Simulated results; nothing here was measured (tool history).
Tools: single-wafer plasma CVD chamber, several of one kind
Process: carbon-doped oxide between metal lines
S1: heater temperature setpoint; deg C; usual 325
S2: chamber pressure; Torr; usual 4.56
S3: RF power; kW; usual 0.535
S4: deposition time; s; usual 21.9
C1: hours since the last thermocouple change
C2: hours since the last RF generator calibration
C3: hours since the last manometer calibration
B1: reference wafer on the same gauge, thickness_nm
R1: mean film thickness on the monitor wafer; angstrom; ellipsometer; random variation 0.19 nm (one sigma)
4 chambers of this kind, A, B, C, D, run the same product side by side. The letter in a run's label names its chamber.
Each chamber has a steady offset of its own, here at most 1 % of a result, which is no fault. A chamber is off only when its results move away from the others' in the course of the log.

| run | hour | S1 | S2 | S3 | S4 | C1 | C2 | C3 | B1 | R1 |
|---|---|---|---|---|---|---|---|---|---|---|
| 1A | 6.7 | 325 | 4.56 | 0.535 | 21.9 | 1093.2 | 771.2 | 371.3 | 133.04 | 1266.7 |
| 2D | 12.2 | 325 | 4.56 | 0.535 | 21.9 | 843.3 | 209.2 | 470.9 | 133.05 | 1262.7 |
| 3B | 19.7 | 325 | 4.56 | 0.535 | 21.9 | 1054.1 | 548.6 | 1062.4 | 133.13 | 1265.7 |
| 4C | 26.1 | 325 | 4.56 | 0.535 | 21.9 | 1603.8 | 943.4 | 1308.7 | 133.08 | 1252.2 |
| 5A | 34.5 | 325 | 4.56 | 0.535 | 21.9 | 1121.0 | 799.0 | 399.1 | 133.09 | 1262.9 |
| 6B | 38.9 | 325 | 4.56 | 0.535 | 21.9 | 1073.3 | 567.8 | 1081.6 | 133.13 | 1264.2 |
| 7D | 46.7 | 325 | 4.56 | 0.535 | 21.9 | 877.8 | 243.7 | 505.4 | 133.18 | 1263.4 |
| 8C | 51.8 | 325 | 4.56 | 0.535 | 21.9 | 1629.5 | 969.1 | 1334.4 | 133.13 | 1251.4 |
| 9A | 58.7 | 325 | 4.56 | 0.535 | 21.9 | 1145.2 | 823.2 | 423.3 | 133.19 | 1266.6 |
| 10D | 65.8 | 325 | 4.56 | 0.535 | 21.9 | 896.9 | 262.8 | 524.5 | 133.24 | 1267.4 |
| 11C | 71.4 | 337 | 4.56 | 0.535 | 21.9 | 1649.1 | 988.7 | 1354.0 | 133.24 | 1198.4 |
| 12B | 78.0 | 337 | 4.56 | 0.535 | 21.9 | 1112.4 | 606.9 | 1120.7 | 133.26 | 1218.6 |
| 13D | 83.6 | 337 | 4.56 | 0.535 | 21.9 | 914.7 | 280.6 | 542.3 | 133.26 | 1214.2 |
| 14B | 90.6 | 337 | 4.56 | 0.535 | 21.9 | 1125.0 | 619.5 | 1133.3 | 133.31 | 1218.5 |
| 15C | 95.3 | 325 | 4.56 | 0.535 | 21.9 | 1673.0 | 1012.6 | 1377.9 | 133.23 | 1250.1 |
| 16A | 102.4 | 325 | 5.37 | 0.605 | 21.9 | 1188.9 | 866.9 | 467.0 | 133.31 | 1399.1 |
| 17B | 109.4 | 325 | 5.37 | 0.605 | 21.9 | 1143.8 | 638.3 | 1152.1 | 133.31 | 1398.0 |
| 18A | 114.1 | 325 | 5.37 | 0.605 | 21.9 | 1200.6 | 878.6 | 478.7 | 133.33 | 1400.6 |
| 19C | 121.6 | 325 | 5.37 | 0.605 | 21.9 | 1699.3 | 1038.9 | 1404.2 | 133.35 | 1381.1 |
|  | 128.3 | chamber B: capacitance manometer re-zeroed and calibrated |
| 20D | 129.7 | 325 | 4.56 | 0.535 | 21.9 | 960.8 | 326.7 | 588.4 | 133.29 | 1266.2 |
| 21A | 137.0 | 325 | 4.56 | 0.535 | 21.9 | 1223.5 | 901.5 | 501.6 | 133.39 | 1267.9 |
| 22D | 143.2 | 312 | 4.56 | 0.535 | 25.1 | 974.3 | 340.2 | 601.9 | 133.39 | 1525.5 |
| 23C | 151.5 | 312 | 4.56 | 0.535 | 25.1 | 1729.2 | 1068.8 | 1434.1 | 133.49 | 1508.4 |
| 24B | 158.1 | 312 | 4.56 | 0.535 | 25.1 | 1192.5 | 687.0 | 29.9 | 133.45 | 1525.7 |
| 25C | 163.7 | 312 | 4.56 | 0.535 | 25.1 | 1741.4 | 1081.0 | 1446.3 | 133.43 | 1509.9 |
| 26D | 170.8 | 325 | 4.56 | 0.535 | 21.9 | 1001.9 | 367.8 | 629.5 | 133.48 | 1268.4 |
| 27A | 177.3 | 325 | 4.56 | 0.535 | 21.9 | 1263.8 | 941.8 | 541.9 | 133.46 | 1270.4 |
| 28B | 185.1 | 325 | 4.56 | 0.535 | 21.9 | 1219.5 | 714.0 | 56.9 | 133.51 | 1272.6 |
| 29C | 190.8 | 325 | 4.56 | 0.535 | 21.9 | 1768.5 | 1108.1 | 1473.4 | 133.57 | 1253.2 |
| 30A | 199.2 | 325 | 4.56 | 0.535 | 21.9 | 1285.7 | 963.7 | 563.8 | 133.53 | 1270.2 |
| 31D | 204.4 | 325 | 4.56 | 0.535 | 21.9 | 1035.5 | 401.4 | 663.1 | 133.58 | 1270.4 |
| 32B | 212.3 | 325 | 4.56 | 0.535 | 21.9 | 1246.7 | 741.2 | 84.1 | 133.62 | 1269.7 |
| 33A | 219.5 | 325 | 4.56 | 0.535 | 21.9 | 1306.0 | 984.0 | 584.1 | 133.67 | 1274.5 |
| 34B | 225.3 | 325 | 4.56 | 0.535 | 18.4 | 1259.7 | 754.2 | 97.1 | 133.68 | 1072.7 |
| 35C | 229.4 | 325 | 4.56 | 0.535 | 18.4 | 1807.1 | 1146.7 | 1512.0 | 133.68 | 1059.3 |
| 36D | 234.3 | 325 | 4.56 | 0.535 | 18.4 | 1065.4 | 431.3 | 693.0 | 133.67 | 1069.0 |
| 37D | 240.0 | 325 | 4.56 | 0.535 | 18.4 | 1071.1 | 437.0 | 698.7 | 133.68 | 1069.5 |
| 38C | 249.0 | 325 | 4.56 | 0.535 | 21.9 | 1826.7 | 1166.3 | 1531.6 | 133.70 | 1259.0 |
| 39B | 256.1 | 325 | 4.56 | 0.535 | 21.9 | 1290.5 | 785.0 | 127.9 | 133.78 | 1268.8 |
| 40A | 260.8 | 325 | 4.56 | 0.535 | 21.9 | 1347.3 | 1025.3 | 625.4 | 133.80 | 1274.7 |
| 41A | 267.9 | 325 | 4.56 | 0.535 | 21.9 | 1354.4 | 1032.4 | 632.5 | 133.75 | 1271.1 |
| 42D | 272.0 | 325 | 4.56 | 0.535 | 21.9 | 1103.1 | 469.0 | 730.7 | 133.78 | 1275.8 |

All 4 chambers run these settings next. Forecast each chamber's results:
| 43A | 278.7 | 325 | 4.56 | 0.535 | 21.9 |  |  |  |  | ? |
| 43B | 278.7 | 325 | 4.56 | 0.535 | 21.9 |  |  |  |  | ? |
| 43C | 278.7 | 325 | 4.56 | 0.535 | 21.9 |  |  |  |  | ? |
| 43D | 278.7 | 325 | 4.56 | 0.535 | 21.9 |  |  |  |  | ? |

| run | R1 |
|---|---|
| 43A | 1273.1 |
| 43B | 1273.1 |
| 43C | 1252.9 |
| 43D | 1271.1 |
